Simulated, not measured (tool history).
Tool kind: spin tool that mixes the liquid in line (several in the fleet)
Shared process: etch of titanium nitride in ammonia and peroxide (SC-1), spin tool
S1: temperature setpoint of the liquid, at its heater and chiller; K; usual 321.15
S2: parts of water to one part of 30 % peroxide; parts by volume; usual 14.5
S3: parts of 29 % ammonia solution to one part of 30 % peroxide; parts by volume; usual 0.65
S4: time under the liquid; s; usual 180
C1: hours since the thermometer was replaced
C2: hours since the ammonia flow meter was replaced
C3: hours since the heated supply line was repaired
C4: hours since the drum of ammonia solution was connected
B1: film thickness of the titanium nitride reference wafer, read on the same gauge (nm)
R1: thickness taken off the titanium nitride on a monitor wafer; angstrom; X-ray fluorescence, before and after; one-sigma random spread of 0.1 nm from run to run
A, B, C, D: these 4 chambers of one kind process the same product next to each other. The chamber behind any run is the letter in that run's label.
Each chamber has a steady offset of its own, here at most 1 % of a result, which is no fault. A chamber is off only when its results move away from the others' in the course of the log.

run,hour,S1,S2,S3,S4,C1,C2,C3,C4,B1,R1
1C,6.1,321.15,14.5,0.65,180,82.9,87.1,2175.9,199.3,30.004,104.45
2B,12.4,321.15,14.5,0.65,180,1608.5,645.1,543.1,348.7,30.003,104.79
3A,16.6,321.15,14.5,0.65,180,1162.7,649.1,132.3,629.3,29.996,107.38
4D,23,321.15,14.5,0.65,180,926.7,1563.1,1411.1,105.7,29.977,106.4
5A,30.9,325.65,14.5,0.65,110,1177,663.4,146.6,643.6,29.997,89.54
6B,37.3,325.65,14.5,0.65,110,1633.4,670,568,373.6,30.013,88.938
7C,42.8,325.65,14.5,0.65,110,119.6,123.8,2212.6,236,29.987,89.556
8D,46.7,325.65,14.5,0.65,110,950.4,1586.8,1434.8,129.4,30.001,89.178
9C,55.1,321.15,14.5,0.65,180,131.9,136.1,2224.9,248.3,30.007,105.12
10A,63.7,321.15,14.5,0.65,245,1209.8,696.2,179.4,676.4,29.989,144.71
11D,71.8,321.15,14.5,0.65,245,975.5,1611.9,1459.9,154.5,29.987,142.3
12B,75.6,321.15,14.5,0.65,245,1671.7,708.3,606.3,411.9,29.978,141.49
13A,82.4,321.15,14.5,0.65,245,1228.5,714.9,198.1,695.1,30.003,142.81
14D,89.6,321.15,14.5,0.9,225,993.3,1629.7,1477.7,172.3,30.007,139.72
15B,95.5,321.15,14.5,0.9,225,1691.6,728.2,626.2,431.8,29.987,141.17
16C,100.8,321.15,14.5,0.9,225,177.6,181.8,2270.6,294,30.012,138.92
# hour 106.1: chamber B: heated supply line repaired
17D,109.4,321.15,14.5,0.9,225,1013.1,1649.5,1497.5,192.1,29.973,139.99
18B,114.9,321.15,14.5,0.65,180,1711,747.6,8.9,451.2,29.994,110.69
19C,122.8,321.15,14.5,0.65,180,199.6,203.8,2292.6,316,29.997,105.23
# hour 124.2: chamber A: thermometer replaced
20A,128.8,329.15,14.5,0.65,180,4.7,761.3,244.5,741.5,29.983,184.49
21B,133.3,329.15,14.5,0.65,180,1729.4,766,27.3,469.6,30.003,196.44
22C,140.4,329.15,14.5,0.65,180,217.2,221.4,2310.2,333.6,30.009,182.82
23A,145.3,329.15,14.5,0.65,180,21.2,777.8,261,758,29.971,182.09
24D,153.8,321.15,14.5,0.65,180,1057.5,1693.9,1541.9,236.5,30.011,106.92
25D,160.2,321.15,14.5,0.65,180,1063.9,1700.3,1548.3,242.9,30.024,105.88
26A,164,321.15,14.5,0.65,180,39.9,796.5,279.7,776.7,30.018,105.67
27C,172,321.15,14.5,0.65,180,248.8,253,2341.8,365.2,29.967,105.06
28B,176.9,321.15,14.5,0.65,180,1773,809.6,70.9,513.2,30.011,119.26
29C,181.5,321.15,14.5,0.65,215,258.3,262.5,2351.3,374.7,30.005,123.03

Which is it: a chamber that has drifted or been left off by a service, a gauge drift common to all chambers, or only each chamber's usual small offset? If a chamber is off, name it and its likeliest cause.

One chamber, B, drifts off from the rest bit by bit.
Likeliest cause: liquid hotter than its thermometer reads (K) = 1.82.

Below are 4 candidate recipes for chamber B's next run, each the usual settings with a change, their results shown as question marks. Which of them brings B's results back in line with what the other chambers give on the usual settings?
Counts as in line when no further than this from what the other chambers average on the usual settings: R1 3.6 angstrom
30B-1,187.7,318.15,14.5,0.65,180,,,,,,?
30B-2,187.7,321.15,18,0.65,180,,,,,,?
30B-3,187.7,321.15,14,0.65,200,,,,,,?
30B-4,187.7,324.15,14,0.65,180,,,,,,?

Other chambers, usual settings, mean: R1 105.95 angstrom
run,R1
30B-1,97.061
30B-2,106.8
30B-3,136.27
30B-4,151.31
With 30B-2, the chamber falls back in line with the rest.
